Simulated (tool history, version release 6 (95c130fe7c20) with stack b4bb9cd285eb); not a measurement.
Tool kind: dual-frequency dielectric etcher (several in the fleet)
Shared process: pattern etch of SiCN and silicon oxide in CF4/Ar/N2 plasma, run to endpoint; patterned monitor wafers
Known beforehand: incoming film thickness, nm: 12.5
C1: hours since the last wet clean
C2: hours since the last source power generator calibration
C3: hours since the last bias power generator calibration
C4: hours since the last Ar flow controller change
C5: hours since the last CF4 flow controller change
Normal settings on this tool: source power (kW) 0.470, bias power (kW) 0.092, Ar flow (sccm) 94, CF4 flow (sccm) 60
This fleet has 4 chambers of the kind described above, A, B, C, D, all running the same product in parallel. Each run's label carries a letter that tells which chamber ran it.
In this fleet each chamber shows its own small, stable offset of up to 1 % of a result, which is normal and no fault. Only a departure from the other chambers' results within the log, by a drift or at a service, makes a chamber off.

Run 1D, day 0.133: usual settings; C1 587.2; C2 2353.2; C3 1187.6; C4 921.5; C5 3685.3. Result: endpoint time (s) 13.105.
At day 0.183: chamber D: wet clean of the chamber.
At day 0.246: chamber A: CF4 flow controller replaced.
Run 2A, day 0.258: usual settings; C1 386.6; C2 1442.4; C3 1176.9; C4 1374.4; C5 0.3. Result: endpoint time (s) 12.995.
Run 3B, day 0.433: usual settings; C1 33.4; C2 1174.4; C3 2865.8; C4 634.9; C5 974.7. Result: endpoint time (s) 12.912.
Run 4C, day 0.592: usual settings; C1 307.0; C2 2153.2; C3 1851.0; C4 1484.4; C5 1964.2. Result: endpoint time (s) 12.881.
Run 5B, day 0.808: usual settings; C1 42.4; C2 1183.4; C3 2874.8; C4 643.9; C5 983.7. Result: endpoint time (s) 13.005.
Run 6A, day 0.942: usual settings; C1 403.0; C2 1458.8; C3 1193.3; C4 1390.8; C5 16.7. Result: endpoint time (s) 12.872.
Run 7D, day 1.129: usual settings; C1 22.7; C2 2377.1; C3 1211.5; C4 945.4; C5 3709.2. Result: endpoint time (s) 13.130.
Run 8C, day 1.267: usual settings; C1 323.2; C2 2169.4; C3 1867.2; C4 1500.6; C5 1980.4. Result: endpoint time (s) 12.859.
Run 9A, day 1.388: usual settings; C1 413.7; C2 1469.5; C3 1204.0; C4 1401.5; C5 27.4. Result: endpoint time (s) 12.914.
Run 10C, day 1.608: usual settings; C1 331.4; C2 2177.6; C3 1875.4; C4 1508.8; C5 1988.6. Result: endpoint time (s) 12.910.
Run 11B, day 1.742: usual settings; C1 64.8; C2 1205.8; C3 2897.2; C4 666.3; C5 1006.1. Result: endpoint time (s) 12.998.
Run 12D, day 1.933: usual settings; C1 42.0; C2 2396.4; C3 1230.8; C4 964.7; C5 3728.5. Result: endpoint time (s) 13.081.
Run 13B, day 2.133: usual settings; C1 74.2; C2 1215.2; C3 2906.6; C4 675.7; C5 1015.5. Result: endpoint time (s) 13.015.
Run 14D, day 2.325: usual settings; C1 51.4; C2 2405.8; C3 1240.2; C4 974.1; C5 3737.9. Result: endpoint time (s) 13.117.
Run 15C, day 2.521: usual settings but bias power (kW) 0.109, Ar flow (sccm) 106; C1 353.3; C2 2199.5; C3 1897.3; C4 1530.7; C5 2010.5. Result: endpoint time (s) 12.313.
Run 16A, day 2.658: usual settings but bias power (kW) 0.109, Ar flow (sccm) 106; C1 444.2; C2 1500.0; C3 1234.5; C4 1432.0; C5 57.9. Result: endpoint time (s) 12.463.
Run 17C, day 2.792: usual settings but bias power (kW) 0.109, Ar flow (sccm) 106; C1 359.8; C2 2206.0; C3 1903.8; C4 1537.2; C5 2017.0. Result: endpoint time (s) 12.308.
At day 2.850: chamber A: wet clean of the chamber.
Run 18D, day 2.946: usual settings but bias power (kW) 0.109, Ar flow (sccm) 106; C1 66.3; C2 2420.7; C3 1255.1; C4 989.0; C5 3752.8. Result: endpoint time (s) 12.455.
Run 19A, day 3.188: usual settings; C1 8.1; C2 1512.7; C3 1247.2; C4 1444.7; C5 70.6. Result: endpoint time (s) 12.959.
Run 20B, day 3.396: usual settings; C1 104.5; C2 1245.5; C3 2936.9; C4 706.0; C5 1045.8. Result: endpoint time (s) 12.966.
Run 21B, day 3.508: usual settings but bias power (kW) 0.072; C1 107.2; C2 1248.2; C3 2939.6; C4 708.7; C5 1048.5. Result: endpoint time (s) 14.123.
Run 22D, day 3.629: usual settings but bias power (kW) 0.072; C1 82.7; C2 2437.1; C3 1271.5; C4 1005.4; C5 3769.2. Result: endpoint time (s) 14.252.
At day 3.642: chamber C: bias power generator calibrated.
Run 23A, day 3.825: usual settings but bias power (kW) 0.072; C1 23.4; C2 1528.0; C3 1262.5; C4 1460.0; C5 85.9. Result: endpoint time (s) 14.251.
Run 24C, day 3.996: usual settings but bias power (kW) 0.072; C1 388.7; C2 2234.9; C3 8.6; C4 1566.1; C5 2045.9. Result: endpoint time (s) 14.057.
Run 25A, day 4.196: usual settings; C1 32.3; C2 1536.9; C3 1271.4; C4 1468.9; C5 94.8. Result: endpoint time (s) 12.869.
Run 26B, day 4.438: usual settings; C1 129.5; C2 1270.5; C3 2961.9; C4 731.0; C5 1070.8. Result: endpoint time (s) 12.924.
Run 27D, day 4.654: usual settings; C1 107.3; C2 2461.7; C3 1296.1; C4 1030.0; C5 3793.8. Result: endpoint time (s) 13.042.
Run 28C, day 4.871: usual settings; C1 409.7; C2 2255.9; C3 29.6; C4 1587.1; C5 2066.9. Result: endpoint time (s) 12.940.
Run 29C, day 4.983: usual settings but source power (kW) 0.370; C1 412.4; C2 2258.6; C3 32.3; C4 1589.8; C5 2069.6. Result: endpoint time (s) 15.938.
Run 30D, day 5.133: usual settings but source power (kW) 0.370; C1 118.8; C2 2473.2; C3 1307.6; C4 1041.5; C5 3805.3. Result: endpoint time (s) 16.154.
Run 31B, day 5.308: usual settings but source power (kW) 0.370; C1 150.4; C2 1291.4; C3 2982.8; C4 751.9; C5 1091.7. Result: endpoint time (s) 16.004.
Run 32A, day 5.467: usual settings but source power (kW) 0.370; C1 62.8; C2 1567.4; C3 1301.9; C4 1499.4; C5 125.3. Result: endpoint time (s) 15.956.
Run 33A, day 5.671: usual settings; C1 67.7; C2 1572.3; C3 1306.8; C4 1504.3; C5 130.2. Result: endpoint time (s) 13.005.
Run 34C, day 5.917: usual settings but Ar flow (sccm) 85, CF4 flow (sccm) 65; C1 434.8; C2 2281.0; C3 54.7; C4 1612.2; C5 2092.0. Result: endpoint time (s) 12.624.
Run 35D, day 6.088: usual settings but Ar flow (sccm) 85, CF4 flow (sccm) 65; C1 141.7; C2 2496.1; C3 1330.5; C4 1064.4; C5 3828.2. Result: endpoint time (s) 12.799.
Run 36B, day 6.283: usual settings but Ar flow (sccm) 85, CF4 flow (sccm) 65; C1 173.8; C2 1314.8; C3 3006.2; C4 775.3; C5 1115.1. Result: endpoint time (s) 12.661.
Run 37B, day 6.421: usual settings but Ar flow (sccm) 85, CF4 flow (sccm) 65; C1 177.1; C2 1318.1; C3 3009.5; C4 778.6; C5 1118.4. Result: endpoint time (s) 12.603.
Run 38A, day 6.604: usual settings; C1 90.1; C2 1594.7; C3 1329.2; C4 1526.7; C5 152.6. Result: endpoint time (s) 13.038.
Run 39C, day 6.804: usual settings; C1 456.1; C2 2302.3; C3 76.0; C4 1633.5; C5 2113.3. Result: endpoint time (s) 12.956.
Run 40D, day 7.000: usual settings; C1 163.6; C2 2518.0; C3 1352.4; C4 1086.3; C5 3850.1. Result: endpoint time (s) 13.088.
Run 41A, day 7.121: usual settings; C1 102.5; C2 1607.1; C3 1341.6; C4 1539.1; C5 165.0. Result: endpoint time (s) 12.956.
Run 42B, day 7.342: usual settings; C1 199.2; C2 1340.2; C3 3031.6; C4 800.7; C5 1140.5. Result: endpoint time (s) 13.000.
Run 43D, day 7.471: usual settings but bias power (kW) 0.107; C1 174.9; C2 2529.3; C3 1363.7; C4 1097.6; C5 3861.4. Result: endpoint time (s) 12.382.
Run 44C, day 7.617: usual settings but bias power (kW) 0.107; C1 475.6; C2 2321.8; C3 95.5; C4 1653.0; C5 2132.8. Result: endpoint time (s) 12.253.

The same settings go to every chamber for the next run, one line per chamber below. Forecast the results for each:
Run 45A, day 7.796: usual settings but bias power (kW) 0.071. Result: endpoint time (s) ?.
Run 45B, day 7.796: usual settings but bias power (kW) 0.071. Result: endpoint time (s) ?.
Run 45C, day 7.796: usual settings but bias power (kW) 0.071. Result: endpoint time (s) ?.
Run 45D, day 7.796: usual settings but bias power (kW) 0.071. Result: endpoint time (s) ?.

run  endpoint time (s)
45A             14.179
45B             14.241
45C             14.203
45D             14.323
